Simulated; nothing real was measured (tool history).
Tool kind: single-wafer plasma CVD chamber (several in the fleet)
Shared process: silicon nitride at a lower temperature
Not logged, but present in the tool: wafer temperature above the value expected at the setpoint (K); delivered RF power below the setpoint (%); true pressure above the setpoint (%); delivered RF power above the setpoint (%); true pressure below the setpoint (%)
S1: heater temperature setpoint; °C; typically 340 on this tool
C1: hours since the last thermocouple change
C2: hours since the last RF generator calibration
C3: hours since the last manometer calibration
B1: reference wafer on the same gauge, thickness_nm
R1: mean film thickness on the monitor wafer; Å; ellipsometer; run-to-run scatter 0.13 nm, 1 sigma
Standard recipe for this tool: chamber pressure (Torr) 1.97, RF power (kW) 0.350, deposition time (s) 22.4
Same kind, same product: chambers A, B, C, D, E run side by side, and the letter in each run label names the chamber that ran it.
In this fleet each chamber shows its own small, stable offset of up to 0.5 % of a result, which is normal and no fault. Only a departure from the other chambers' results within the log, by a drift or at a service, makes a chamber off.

{"run": "1C", "hour": 6.7, "S1": 340, "chamber pressure (Torr)": 1.97, "RF power (kW)": 0.35, "deposition time (s)": 22.4, "C1": 1707.7, "C2": 870.7, "C3": 886.3, "B1": 25.895, "R1": 309.86}
{"run": "2A", "hour": 19.4, "S1": 340, "chamber pressure (Torr)": 1.97, "RF power (kW)": 0.35, "deposition time (s)": 22.4, "C1": 989.9, "C2": 1347.9, "C3": 1187.5, "B1": 25.903, "R1": 307.22}
{"run": "3E", "hour": 29.4, "S1": 340, "chamber pressure (Torr)": 1.97, "RF power (kW)": 0.35, "deposition time (s)": 22.4, "C1": 1260.3, "C2": 249.1, "C3": 1847.0, "B1": 25.883, "R1": 309.87}
{"run": "4B", "hour": 37.7, "S1": 340, "chamber pressure (Torr)": 1.97, "RF power (kW)": 0.35, "deposition time (s)": 22.4, "C1": 365.1, "C2": 1340.2, "C3": 1054.3, "B1": 25.885, "R1": 309.27}
{"run": "5D", "hour": 43.8, "S1": 340, "chamber pressure (Torr)": 1.97, "RF power (kW)": 0.35, "deposition time (s)": 22.4, "C1": 1041.5, "C2": 1157.7, "C3": 912.7, "B1": 25.904, "R1": 308.82}
{"run": "6D", "hour": 54.1, "S1": 340, "chamber pressure (Torr)": 1.97, "RF power (kW)": 0.35, "deposition time (s)": 22.4, "C1": 1051.8, "C2": 1168.0, "C3": 923.0, "B1": 25.892, "R1": 307.84}
{"hour": 63.5, "done": "chamber A: capacitance manometer re-zeroed and calibrated"}
{"run": "7A", "hour": 63.6, "S1": 340, "chamber pressure (Torr)": 1.97, "RF power (kW)": 0.35, "deposition time (s)": 22.4, "C1": 1034.1, "C2": 1392.1, "C3": 0.2, "B1": 25.925, "R1": 310.22}
{"run": "8C", "hour": 75.0, "S1": 340, "chamber pressure (Torr)": 1.97, "RF power (kW)": 0.35, "deposition time (s)": 22.4, "C1": 1776.0, "C2": 939.0, "C3": 954.6, "B1": 25.888, "R1": 310.82}
{"run": "9E", "hour": 81.6, "S1": 340, "chamber pressure (Torr)": 1.97, "RF power (kW)": 0.35, "deposition time (s)": 22.4, "C1": 1312.5, "C2": 301.3, "C3": 1899.2, "B1": 25.897, "R1": 307.04}
{"run": "10B", "hour": 88.7, "S1": 340, "chamber pressure (Torr)": 1.97, "RF power (kW)": 0.35, "deposition time (s)": 22.4, "C1": 416.1, "C2": 1391.2, "C3": 1105.3, "B1": 25.916, "R1": 311.48}
{"run": "11B", "hour": 95.9, "S1": 340, "chamber pressure (Torr)": 1.97, "RF power (kW)": 0.35, "deposition time (s)": 22.4, "C1": 423.3, "C2": 1398.4, "C3": 1112.5, "B1": 25.913, "R1": 309.5}
{"hour": 104.5, "done": "chamber A: RF generator calibrated"}
{"run": "12D", "hour": 108.5, "S1": 340, "chamber pressure (Torr)": 1.97, "RF power (kW)": 0.35, "deposition time (s)": 22.4, "C1": 1106.2, "C2": 1222.4, "C3": 977.4, "B1": 25.919, "R1": 309.85}
{"run": "13E", "hour": 116.1, "S1": 340, "chamber pressure (Torr)": 1.97, "RF power (kW)": 0.35, "deposition time (s)": 22.4, "C1": 1347.0, "C2": 335.8, "C3": 1933.7, "B1": 25.902, "R1": 303.76}
{"run": "14A", "hour": 125.8, "S1": 340, "chamber pressure (Torr)": 1.97, "RF power (kW)": 0.35, "deposition time (s)": 22.4, "C1": 1096.3, "C2": 21.4, "C3": 62.4, "B1": 25.891, "R1": 306.9}
{"run": "15C", "hour": 132.9, "S1": 340, "chamber pressure (Torr)": 1.97, "RF power (kW)": 0.35, "deposition time (s)": 22.4, "C1": 1833.9, "C2": 996.9, "C3": 1012.5, "B1": 25.924, "R1": 310.14}
{"run": "16E", "hour": 141.6, "S1": 340, "chamber pressure (Torr)": 1.97, "RF power (kW)": 0.35, "deposition time (s)": 22.4, "C1": 1372.5, "C2": 361.3, "C3": 1959.2, "B1": 25.876, "R1": 302.48}
{"run": "17B", "hour": 149.5, "S1": 340, "chamber pressure (Torr)": 1.97, "RF power (kW)": 0.35, "deposition time (s)": 22.4, "C1": 476.9, "C2": 1452.0, "C3": 1166.1, "B1": 25.915, "R1": 309.5}
{"run": "18C", "hour": 156.2, "S1": 340, "chamber pressure (Torr)": 1.97, "RF power (kW)": 0.35, "deposition time (s)": 22.4, "C1": 1857.2, "C2": 1020.2, "C3": 1035.8, "B1": 25.909, "R1": 312.09}
{"run": "19D", "hour": 164.0, "S1": 340, "chamber pressure (Torr)": 1.97, "RF power (kW)": 0.35, "deposition time (s)": 22.4, "C1": 1161.7, "C2": 1277.9, "C3": 1032.9, "B1": 25.899, "R1": 309.81}
{"run": "20A", "hour": 175.5, "S1": 340, "chamber pressure (Torr)": 1.97, "RF power (kW)": 0.35, "deposition time (s)": 22.4, "C1": 1146.0, "C2": 71.1, "C3": 112.1, "B1": 25.913, "R1": 306.85}
{"run": "21C", "hour": 186.2, "S1": 340, "chamber pressure (Torr)": 1.97, "RF power (kW)": 0.35, "deposition time (s)": 22.4, "C1": 1887.2, "C2": 1050.2, "C3": 1065.8, "B1": 25.916, "R1": 311.53}
{"run": "22B", "hour": 198.4, "S1": 340, "chamber pressure (Torr)": 2.39, "RF power (kW)": 0.35, "deposition time (s)": 23.9, "C1": 525.8, "C2": 1500.9, "C3": 1215.0, "B1": 25.867, "R1": 345.15}
{"run": "23D", "hour": 208.5, "S1": 340, "chamber pressure (Torr)": 2.39, "RF power (kW)": 0.35, "deposition time (s)": 23.9, "C1": 1206.2, "C2": 1322.4, "C3": 1077.4, "B1": 25.913, "R1": 348.56}
{"run": "24A", "hour": 219.3, "S1": 340, "chamber pressure (Torr)": 2.39, "RF power (kW)": 0.35, "deposition time (s)": 23.9, "C1": 1189.8, "C2": 114.9, "C3": 155.9, "B1": 25.916, "R1": 344.78}
{"run": "25E", "hour": 228.5, "S1": 340, "chamber pressure (Torr)": 2.39, "RF power (kW)": 0.35, "deposition time (s)": 23.9, "C1": 1459.4, "C2": 448.2, "C3": 2046.1, "B1": 25.899, "R1": 335.33}
{"run": "26B", "hour": 239.1, "S1": 340, "chamber pressure (Torr)": 2.39, "RF power (kW)": 0.35, "deposition time (s)": 23.9, "C1": 566.5, "C2": 1541.6, "C3": 1255.7, "B1": 25.897, "R1": 346.81}
{"run": "27C", "hour": 249.9, "S1": 340, "chamber pressure (Torr)": 1.97, "RF power (kW)": 0.35, "deposition time (s)": 22.4, "C1": 1950.9, "C2": 1113.9, "C3": 1129.5, "B1": 25.892, "R1": 310.93}
{"run": "28A", "hour": 257.9, "S1": 340, "chamber pressure (Torr)": 1.97, "RF power (kW)": 0.35, "deposition time (s)": 22.4, "C1": 1228.4, "C2": 153.5, "C3": 194.5, "B1": 25.905, "R1": 307.46}
{"run": "29D", "hour": 267.7, "S1": 340, "chamber pressure (Torr)": 1.97, "RF power (kW)": 0.35, "deposition time (s)": 22.4, "C1": 1265.4, "C2": 1381.6, "C3": 1136.6, "B1": 25.887, "R1": 307.99}
{"hour": 273.0, "done": "chamber D: thermocouple changed; heater temperature recalibrated"}
{"run": "30E", "hour": 274.6, "S1": 340, "chamber pressure (Torr)": 1.97, "RF power (kW)": 0.35, "deposition time (s)": 22.4, "C1": 1505.5, "C2": 494.3, "C3": 2092.2, "B1": 25.903, "R1": 297.25}
{"run": "31C", "hour": 281.7, "S1": 340, "chamber pressure (Torr)": 1.97, "RF power (kW)": 0.35, "deposition time (s)": 22.4, "C1": 1982.7, "C2": 1145.7, "C3": 1161.3, "B1": 25.94, "R1": 310.57}
{"run": "32D", "hour": 292.8, "S1": 340, "chamber pressure (Torr)": 1.97, "RF power (kW)": 0.35, "deposition time (s)": 22.4, "C1": 19.8, "C2": 1406.7, "C3": 1161.7, "B1": 25.901, "R1": 307.76}
{"hour": 303.1, "done": "chamber E: capacitance manometer re-zeroed and calibrated"}
{"run": "33E", "hour": 303.2, "S1": 330, "chamber pressure (Torr)": 1.97, "RF power (kW)": 0.405, "deposition time (s)": 22.4, "C1": 1534.1, "C2": 522.9, "C3": 0.1, "B1": 25.906, "R1": 329.05}
{"run": "34B", "hour": 312.4, "S1": 330, "chamber pressure (Torr)": 1.97, "RF power (kW)": 0.405, "deposition time (s)": 22.4, "C1": 639.8, "C2": 1614.9, "C3": 1329.0, "B1": 25.891, "R1": 339.23}
{"run": "35A", "hour": 320.3, "S1": 330, "chamber pressure (Torr)": 1.97, "RF power (kW)": 0.405, "deposition time (s)": 22.4, "C1": 1290.8, "C2": 215.9, "C3": 256.9, "B1": 25.887, "R1": 338.16}
{"run": "36E", "hour": 331.5, "S1": 330, "chamber pressure (Torr)": 1.97, "RF power (kW)": 0.405, "deposition time (s)": 22.4, "C1": 1562.4, "C2": 551.2, "C3": 28.4, "B1": 25.896, "R1": 328.26}

All 5 chambers run these settings next. Forecast each chamber's results:
{"run": "37A", "hour": 340.6, "S1": 328, "chamber pressure (Torr)": 1.97, "RF power (kW)": 0.35, "deposition time (s)": 22.4, "R1": "?"}
{"run": "37B", "hour": 340.6, "S1": 328, "chamber pressure (Torr)": 1.97, "RF power (kW)": 0.35, "deposition time (s)": 22.4, "R1": "?"}
{"run": "37C", "hour": 340.6, "S1": 328, "chamber pressure (Torr)": 1.97, "RF power (kW)": 0.35, "deposition time (s)": 22.4, "R1": "?"}
{"run": "37D", "hour": 340.6, "S1": 328, "chamber pressure (Torr)": 1.97, "RF power (kW)": 0.35, "deposition time (s)": 22.4, "R1": "?"}
{"run": "37E", "hour": 340.6, "S1": 328, "chamber pressure (Torr)": 1.97, "RF power (kW)": 0.35, "deposition time (s)": 22.4, "R1": "?"}

run=37A R1=308.65
run=37B R1=308.53
run=37C R1=311.88
run=37D R1=309.86
run=37E R1=298.65
